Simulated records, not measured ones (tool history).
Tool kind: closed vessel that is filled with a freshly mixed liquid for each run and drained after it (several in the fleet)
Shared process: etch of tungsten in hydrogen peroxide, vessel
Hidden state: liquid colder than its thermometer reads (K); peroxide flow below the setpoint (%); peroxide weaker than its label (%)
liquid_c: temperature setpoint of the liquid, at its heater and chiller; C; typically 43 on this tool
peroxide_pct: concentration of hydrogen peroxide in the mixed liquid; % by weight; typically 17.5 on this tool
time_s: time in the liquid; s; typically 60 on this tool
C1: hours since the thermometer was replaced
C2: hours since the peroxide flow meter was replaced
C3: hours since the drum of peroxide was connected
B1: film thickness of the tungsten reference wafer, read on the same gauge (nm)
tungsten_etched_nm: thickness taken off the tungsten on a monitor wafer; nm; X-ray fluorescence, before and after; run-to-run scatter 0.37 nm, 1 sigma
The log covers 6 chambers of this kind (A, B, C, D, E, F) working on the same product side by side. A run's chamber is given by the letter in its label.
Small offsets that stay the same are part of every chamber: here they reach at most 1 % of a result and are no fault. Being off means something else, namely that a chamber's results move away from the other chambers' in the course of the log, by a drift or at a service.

Run 1F, hour 12.7: usual settings; C1 168.8; C2 986.8; C3 59; B1 130.02. Result: tungsten_etched_nm 71.771 nm.
Run 2D, hour 27: usual settings; C1 2884.6; C2 1302; C3 231.5; B1 130. Result: tungsten_etched_nm 72 nm.
At hour 29.5: chamber A: thermometer replaced.
Run 3E, hour 34.1: usual settings; C1 174.5; C2 975; C3 222.2; B1 130.01. Result: tungsten_etched_nm 71.484 nm.
Run 4C, hour 49.1: usual settings; C1 840.3; C2 510.5; C3 335; B1 129.98. Result: tungsten_etched_nm 71.964 nm.
Run 5A, hour 63.5: usual settings; C1 34; C2 781.4; C3 1442.1; B1 130.01. Result: tungsten_etched_nm 71.787 nm.
At hour 72.4: chamber E: peroxide flow meter replaced.
Run 6B, hour 72.5: usual settings; C1 487.4; C2 429.7; C3 105.6; B1 130.01. Result: tungsten_etched_nm 72.439 nm.
Run 7E, hour 80.5: usual settings; C1 220.9; C2 8.1; C3 268.6; B1 129.98. Result: tungsten_etched_nm 71.919 nm.
At hour 80.9: chamber A: new drum of peroxide connected.
Run 8A, hour 89.8: usual settings; C1 60.3; C2 807.7; C3 8.9; B1 130.01. Result: tungsten_etched_nm 70.763 nm.
Run 9F, hour 102.9: usual settings; C1 259; C2 1077; C3 149.2; B1 129.98. Result: tungsten_etched_nm 71.477 nm.
At hour 114.2: chamber C: new drum of peroxide connected.
Run 10B, hour 115: usual settings; C1 529.9; C2 472.2; C3 148.1; B1 130.01. Result: tungsten_etched_nm 72.12 nm.
At hour 125.1: chamber C: thermometer replaced.
Run 11C, hour 129.9: usual settings; C1 4.9; C2 591.3; C3 15.7; B1 130. Result: tungsten_etched_nm 71.69 nm.
Run 12D, hour 137.2: usual settings but liquid_c 39.5 C, time_s 30 s; C1 2994.8; C2 1412.2; C3 341.7; B1 130.02. Result: tungsten_etched_nm 28.574 nm.
Run 13F, hour 151: usual settings but liquid_c 39.5 C, time_s 30 s; C1 307.1; C2 1125.1; C3 197.3; B1 130. Result: tungsten_etched_nm 28.575 nm.
Run 14C, hour 165: usual settings but liquid_c 39.5 C, time_s 30 s; C1 40; C2 626.4; C3 50.8; B1 130. Result: tungsten_etched_nm 28.871 nm.
Run 15D, hour 173.3: usual settings but liquid_c 39.5 C, time_s 30 s; C1 3030.9; C2 1448.3; C3 377.8; B1 130. Result: tungsten_etched_nm 28.477 nm.
Run 16A, hour 182.9: usual settings but liquid_c 39.5 C, time_s 30 s; C1 153.4; C2 900.8; C3 102; B1 130. Result: tungsten_etched_nm 28.543 nm.
Run 17E, hour 193.6: usual settings but liquid_c 39.5 C, time_s 30 s; C1 334; C2 121.2; C3 381.7; B1 130. Result: tungsten_etched_nm 28.554 nm.
Run 18B, hour 205.9: usual settings; C1 620.8; C2 563.1; C3 239; B1 130. Result: tungsten_etched_nm 71.36 nm.
Run 19C, hour 220.6: usual settings; C1 95.6; C2 682; C3 106.4; B1 129.98. Result: tungsten_etched_nm 72.202 nm.
Run 20F, hour 232.2: usual settings; C1 388.3; C2 1206.3; C3 278.5; B1 130.02. Result: tungsten_etched_nm 71.894 nm.
At hour 244.7: chamber A: peroxide flow meter replaced.
Run 21A, hour 247.4: usual settings but peroxide_pct 19.5 % by weight; C1 217.9; C2 2.7; C3 166.5; B1 130. Result: tungsten_etched_nm 75.537 nm.
Run 22D, hour 254: usual settings but peroxide_pct 19.5 % by weight; C1 3111.6; C2 1529; C3 458.5; B1 130. Result: tungsten_etched_nm 75.799 nm.
Run 23B, hour 267.5: usual settings but peroxide_pct 19.5 % by weight; C1 682.4; C2 624.7; C3 300.6; B1 130.01. Result: tungsten_etched_nm 74.199 nm.
Run 24E, hour 279.4: usual settings but peroxide_pct 19.5 % by weight; C1 419.8; C2 207; C3 467.5; B1 129.99. Result: tungsten_etched_nm 75.492 nm.
Run 25E, hour 288.9: usual settings but peroxide_pct 19.5 % by weight; C1 429.3; C2 216.5; C3 477; B1 130.02. Result: tungsten_etched_nm 75.308 nm.
At hour 298.2: chamber D: peroxide flow meter replaced.
Run 26B, hour 303: usual settings but peroxide_pct 19.5 % by weight; C1 717.9; C2 660.2; C3 336.1; B1 130.01. Result: tungsten_etched_nm 74.568 nm.
Run 27D, hour 313.2: usual settings but peroxide_pct 21 % by weight, time_s 30 s; C1 3170.8; C2 15; C3 517.7; B1 130. Result: tungsten_etched_nm 39.574 nm.
At hour 321.6: chamber F: peroxide flow meter replaced.
Run 28A, hour 322.5: usual settings but peroxide_pct 21 % by weight, time_s 30 s; C1 293; C2 77.8; C3 241.6; B1 129.99. Result: tungsten_etched_nm 38.979 nm.
At hour 325.2: chamber D: thermometer replaced.
Run 29F, hour 334.2: usual settings but peroxide_pct 21 % by weight, time_s 30 s; C1 490.3; C2 12.7; C3 380.5; B1 129.99. Result: tungsten_etched_nm 39.357 nm.
Run 30C, hour 346.6: usual settings but peroxide_pct 21 % by weight, time_s 30 s; C1 221.6; C2 808; C3 232.4; B1 130. Result: tungsten_etched_nm 39.304 nm.
Run 31B, hour 358.8: usual settings but peroxide_pct 21 % by weight, time_s 30 s; C1 773.7; C2 716; C3 391.9; B1 130. Result: tungsten_etched_nm 38.483 nm.
Run 32A, hour 367.1: usual settings but peroxide_pct 21 % by weight, time_s 30 s; C1 337.6; C2 122.4; C3 286.2; B1 130.01. Result: tungsten_etched_nm 38.938 nm.
Run 33F, hour 376.2: usual settings; C1 532.3; C2 54.7; C3 422.5; B1 130.02. Result: tungsten_etched_nm 71.984 nm.
Run 34D, hour 384.6: usual settings; C1 59.4; C2 86.4; C3 589.1; B1 129.98. Result: tungsten_etched_nm 72.507 nm.
Run 35C, hour 395.2: usual settings; C1 270.2; C2 856.6; C3 281; B1 130.02. Result: tungsten_etched_nm 72.045 nm.
Run 36E, hour 409: usual settings; C1 549.4; C2 336.6; C3 597.1; B1 130. Result: tungsten_etched_nm 71.57 nm.

Next, every chamber runs the same settings. What will each give?
Run 37A, hour 419.8: usual settings. Result: tungsten_etched_nm ?.
Run 37B, hour 419.8: usual settings. Result: tungsten_etched_nm ?.
Run 37C, hour 419.8: usual settings. Result: tungsten_etched_nm ?.
Run 37D, hour 419.8: usual settings. Result: tungsten_etched_nm ?.
Run 37E, hour 419.8: usual settings. Result: tungsten_etched_nm ?.
Run 37F, hour 419.8: usual settings. Result: tungsten_etched_nm ?.

run  tungsten_etched_nm
37A               72.18
37B              69.623
37C                71.6
37D              71.475
37E              71.504
37F               71.81
